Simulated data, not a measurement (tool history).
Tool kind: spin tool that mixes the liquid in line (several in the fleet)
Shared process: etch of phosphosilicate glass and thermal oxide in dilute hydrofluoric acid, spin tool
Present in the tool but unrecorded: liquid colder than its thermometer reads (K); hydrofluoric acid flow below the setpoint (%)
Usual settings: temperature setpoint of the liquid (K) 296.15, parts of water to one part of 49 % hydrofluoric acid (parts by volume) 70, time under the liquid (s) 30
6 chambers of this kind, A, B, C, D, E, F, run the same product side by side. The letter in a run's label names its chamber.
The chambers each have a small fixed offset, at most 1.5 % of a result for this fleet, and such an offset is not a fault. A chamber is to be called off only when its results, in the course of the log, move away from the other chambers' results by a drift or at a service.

run,day,temperature setpoint of the liquid (K),parts of water to one part of 49 % hydrofluoric acid (parts by volume),time under the liquid (s),hours since the thermometer was replaced,hours since the hydrofluoric acid flow meter was replaced,"read-back film thickness of the phosphosilicate glass reference wafer, read on the same gauge (nm)","read-back film thickness of the thermal oxide reference wafer, read on the same gauge (nm)",thickness taken off the phosphosilicate glass on a monitor wafer (Å),thickness taken off the thermal oxide on a monitor wafer (Å)
1B,0.158,296.15,70,30,1228.9,310.8,79.99,50.017,456.18,19.698
2F,0.383,296.15,70,30,627,1963.2,79.969,50.005,464.97,19.641
3E,0.533,296.15,70,30,669.9,1569.4,80.005,50.012,461.22,20.368
4A,0.725,296.15,70,30,853.4,1132.6,79.99,49.995,464.92,20.261
5C,0.871,296.15,70,30,831.1,283.4,80.028,49.986,458.18,20.213
6D,1.058,296.15,70,15,992.4,1322.1,80.027,49.993,231.63,10.109
7F,1.371,296.15,70,15,650.7,1986.9,80.018,50.013,231.24,10.131
8C,1.583,296.15,70,15,848.2,300.5,79.999,49.992,229.02,9.864
9A,1.808,296.15,70,15,879.4,1158.6,80.015,50.003,228.29,10.234
10E,1.958,296.15,70,15,704.1,1603.6,80.013,49.985,228.74,9.8878
11B,2.125,296.15,70,15,1276.1,358,80.001,50.003,228.34,9.8272
12D,2.358,296.15,70,30,1023.6,1353.3,79.993,50.012,460.86,20.457
13C,2.504,296.15,70,30,870.3,322.6,80.006,50.016,464.86,19.816
14F,2.821,296.15,70,30,685.5,2021.7,79.975,49.992,457.93,20.47
15D,3.058,296.15,70,30,1040.4,1370.1,79.997,50.031,458.62,20.58
16E,3.258,296.15,70,30,735.3,1634.8,80.006,50.032,458.11,20.495
17B,3.55,296.15,70,30,1310.3,392.2,80.019,50.014,455.02,20.193
18A,3.854,296.15,70,30,928.5,1207.7,79.988,49.989,458.45,19.706
# day 4.008: chamber F: hydrofluoric acid flow meter replaced
19A,4.138,296.15,70,30,935.3,1214.5,79.985,49.994,460.25,19.886
20C,4.346,296.15,70,20,914.5,366.8,80.002,49.986,304.69,13.697
21E,4.629,296.15,70,20,768.2,1667.7,80.021,49.984,306.88,13.762
22B,4.942,296.15,70,20,1343.7,425.6,80.005,49.996,302.48,13.244
23D,5.258,296.15,70,20,1093.2,1422.9,79.994,49.983,306.11,13.419
24F,5.538,296.15,70,20,750.7,36.7,80.045,49.992,304.79,13.638
25E,5.762,296.15,70,20,795.4,1694.9,80.013,50.016,305,13.221
26F,6.033,298.65,70,40,762.6,48.6,79.995,50,681.69,29.511
# day 6.271: chamber E: hydrofluoric acid flow meter replaced
27D,6.338,298.65,70,40,1119.1,1448.8,80.031,50,685.74,30.321
28B,6.504,298.65,70,40,1381.2,463.1,80.018,50.013,669.57,29.352
29C,6.708,298.65,70,40,971.2,423.5,80.041,50.004,683.02,29.887
30A,6.896,298.65,70,40,1001.5,1280.7,80.019,50.011,675.39,29.547
31A,7.092,298.65,70,40,1006.2,1285.4,79.979,49.995,678.51,29.094
32C,7.308,296.15,70,30,985.6,437.9,79.987,50.006,460.33,20.1
33D,7.475,293.15,70,30,1146.4,1476.1,80.004,50.002,410.46,18.194
34B,7.617,293.15,70,30,1407.9,489.8,80.011,49.998,400.16,18.04
35E,7.846,293.15,70,30,845.4,37.9,80.025,50.005,405.86,17.967
36F,8.096,293.15,70,30,812.1,98.1,79.986,50.003,409.99,18.052
37B,8.383,293.15,70,30,1426.3,508.2,79.997,50.01,401.44,17.967
38F,8.688,293.15,70,30,826.3,112.3,79.985,49.974,407.76,17.517
39C,8.917,296.15,70,30,1024.2,476.5,79.989,50.003,459.38,20.474
# day 8.954: chamber B: hydrofluoric acid flow meter replaced
# day 9.046: chamber D: hydrofluoric acid flow meter replaced
40E,9.083,296.15,70,30,875.1,67.6,79.966,50.002,456.54,20.131
41D,9.392,296.15,70,30,1192.4,8.3,80.014,50.01,462.06,20.531
42A,9.671,296.15,70,30,1068.1,1347.3,80.004,50.008,455.29,20.32
43C,9.879,296.15,70,30,1047.3,499.6,80.002,49.981,459.52,19.929
44B,10.033,296.15,35,30,1465.9,25.9,80.001,49.986,951.26,42.349

Next, all 6 chambers run the settings below, one line each with question marks for the results. What does each chamber give?
45A,10.262,296.15,55,30,,,,,?,?
45B,10.262,296.15,55,30,,,,,?,?
45C,10.262,296.15,55,30,,,,,?,?
45D,10.262,296.15,55,30,,,,,?,?
45E,10.262,296.15,55,30,,,,,?,?
45F,10.262,296.15,55,30,,,,,?,?

run,thickness taken off the phosphosilicate glass on a monitor wafer (Å),thickness taken off the thermal oxide on a monitor wafer (Å)
45A,599.93,26.323
45B,589.98,26.187
45C,597.53,25.62
45D,596.65,27.038
45E,599.93,26.753
45F,602.41,26.771
